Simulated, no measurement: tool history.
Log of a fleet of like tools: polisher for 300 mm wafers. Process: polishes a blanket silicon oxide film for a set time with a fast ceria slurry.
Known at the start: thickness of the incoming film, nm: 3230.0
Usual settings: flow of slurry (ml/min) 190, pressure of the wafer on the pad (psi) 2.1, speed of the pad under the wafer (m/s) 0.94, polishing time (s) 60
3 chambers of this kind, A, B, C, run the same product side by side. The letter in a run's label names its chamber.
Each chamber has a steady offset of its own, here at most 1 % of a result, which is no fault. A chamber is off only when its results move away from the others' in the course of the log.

run,hour,flow of slurry (ml/min),pressure of the wafer on the pad (psi),speed of the pad under the wafer (m/s),polishing time (s),film removed (Å)
1B,7.6,190,2.1,0.94,60,7094.2
# hour 12.4: chamber C: worn pad replaced by a new one
2A,13.0,190,2.1,0.94,60,7211.5
# hour 21.4: chamber B: worn pad replaced by a new one
3C,24.1,190,2.1,0.94,60,7061.7
# hour 29.0: chamber C: head pressure recalibrated
4B,34.3,190,2.1,0.94,60,7215.6
5C,39.8,190,2.1,0.94,60,7060.0
# hour 48.8: chamber B: head pressure recalibrated
6A,48.8,190,2.1,0.94,60,7177.5
7B,56.1,190,2.1,0.94,60,7189.8
# hour 56.5: chamber C: worn pad replaced by a new one
# hour 57.5: chamber C: slurry nozzle cleaned
8C,63.5,190,2.1,0.94,60,7052.9
9A,73.4,230,1.6,0.94,60,5577.0
10C,79.4,230,1.6,0.94,60,5546.1
11A,89.9,230,1.6,0.94,60,5444.2
# hour 90.8: chamber C: worn pad replaced by a new one
12B,97.8,190,2.1,0.94,60,7122.7
# hour 100.3: chamber B: worn pad replaced by a new one
13A,107.2,190,2.1,0.94,60,6894.5
14C,118.0,190,2.1,0.94,60,7076.2
15B,125.5,190,2.1,0.94,60,7162.9
# hour 129.6: chamber C: worn pad replaced by a new one
16C,134.4,190,2.1,0.94,60,7096.8
17A,143.5,190,2.1,0.94,60,6734.2
18B,148.5,190,2.1,0.94,60,7141.7
19B,154.7,190,2.1,0.94,60,7251.4
20A,160.2,190,2.1,0.94,60,6590.2

Next, every chamber runs the same settings. What will each give?
21A,168.2,190,2.1,0.94,60,?
21B,168.2,190,2.1,0.94,60,?
21C,168.2,190,2.1,0.94,60,?

run,film removed (Å)
21A,6548.6
21B,7134.9
21C,6934.7

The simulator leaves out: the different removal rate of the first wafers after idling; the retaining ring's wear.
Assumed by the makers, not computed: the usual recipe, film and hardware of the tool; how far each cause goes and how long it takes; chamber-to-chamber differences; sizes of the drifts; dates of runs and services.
